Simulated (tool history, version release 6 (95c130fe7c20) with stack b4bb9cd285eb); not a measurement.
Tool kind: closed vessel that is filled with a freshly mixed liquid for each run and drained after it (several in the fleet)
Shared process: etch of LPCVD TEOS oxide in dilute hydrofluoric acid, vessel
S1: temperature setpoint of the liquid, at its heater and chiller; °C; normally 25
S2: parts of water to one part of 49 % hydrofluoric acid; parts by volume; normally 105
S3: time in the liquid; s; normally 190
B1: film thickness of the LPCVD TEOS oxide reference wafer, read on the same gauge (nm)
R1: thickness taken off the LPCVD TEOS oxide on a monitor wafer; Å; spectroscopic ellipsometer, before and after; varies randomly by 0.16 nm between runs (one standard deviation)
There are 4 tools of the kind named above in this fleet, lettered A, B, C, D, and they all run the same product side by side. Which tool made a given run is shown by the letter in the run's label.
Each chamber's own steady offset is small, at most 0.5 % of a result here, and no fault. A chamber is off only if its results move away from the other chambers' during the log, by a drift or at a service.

run 1A hour=6.5 | S1=25 S2=105 S3=190 | B1=59.996 | R1=313.41
run 2B hour=17.3 | S1=25 S2=105 S3=190 | B1=60.006 | R1=316.99
run 3C hour=29.9 | S1=25 S2=105 S3=190 | B1=60.013 | R1=316.04
run 4D hour=41.9 | S1=25 S2=105 S3=190 | B1=59.984 | R1=320.05
run 5D hour=49.8 | S1=25 S2=105 S3=190 | B1=59.997 | R1=318.02
run 6B hour=62.5 | S1=25 S2=105 S3=190 | B1=59.984 | R1=316.02
run 7A hour=74.7 | S1=25 S2=105 S3=190 | B1=60.006 | R1=312.12
run 8C hour=86.6 | S1=25 S2=105 S3=190 | B1=59.996 | R1=316.14
run 9C hour=97.1 | S1=25 S2=105 S3=190 | B1=59.995 | R1=316.38
run 10B hour=104.7 | S1=25 S2=105 S3=190 | B1=59.978 | R1=318.13
run 11A hour=116 | S1=25 S2=105 S3=190 | B1=59.996 | R1=315.27
run 12D hour=124.7 | S1=25 S2=105 S3=190 | B1=59.998 | R1=315.22
run 13D hour=136 | S1=25 S2=105 S3=190 | B1=60.002 | R1=314.55
run 14C hour=149.7 | S1=25 S2=105 S3=190 | B1=60.01 | R1=316.36
run 15B hour=162.2 | S1=25 S2=105 S3=190 | B1=59.999 | R1=317.21
run 16A hour=172.1 | S1=28.5 S2=105 S3=125 | B1=60 | R1=237.97
run 17D hour=182.6 | S1=28.5 S2=105 S3=125 | B1=60.029 | R1=237.96
run 18A hour=196.1 | S1=28.5 S2=105 S3=125 | B1=59.987 | R1=236.08
-- hour=201.4 chamber D: thermometer replaced
run 19C hour=202.7 | S1=28.5 S2=105 S3=125 | B1=59.997 | R1=236.83
run 20B hour=216 | S1=25 S2=105 S3=190 | B1=60.003 | R1=316.21
run 21C hour=222.9 | S1=25 S2=105 S3=190 | B1=60.014 | R1=316.9
run 22A hour=229.4 | S1=29 S2=105 S3=190 | B1=59.999 | R1=365.98
run 23D hour=241.3 | S1=29 S2=105 S3=190 | B1=59.995 | R1=368.7
run 24B hour=251.9 | S1=29 S2=105 S3=190 | B1=59.999 | R1=369.44
run 25A hour=263 | S1=29 S2=105 S3=190 | B1=59.97 | R1=369.4
-- hour=268 chamber B: thermometer replaced
run 26C hour=270.7 | S1=25 S2=105 S3=190 | B1=60.001 | R1=314.58
-- hour=273.5 chamber D: hydrofluoric acid flow meter replaced
run 27B hour=280.1 | S1=25 S2=105 S3=190 | B1=59.984 | R1=314.63
run 28D hour=293.2 | S1=25 S2=105 S3=190 | B1=60.038 | R1=315.47
run 29B hour=302.9 | S1=25 S2=105 S3=190 | B1=59.989 | R1=319.26

Which is it: a chamber that has drifted or been left off by a service, a gauge drift common to all chambers, or only each chamber's usual small offset? If a chamber is off, name it and its likeliest cause.

All chambers stay in line apart from their small fixed offsets, and the gauge does not drift.
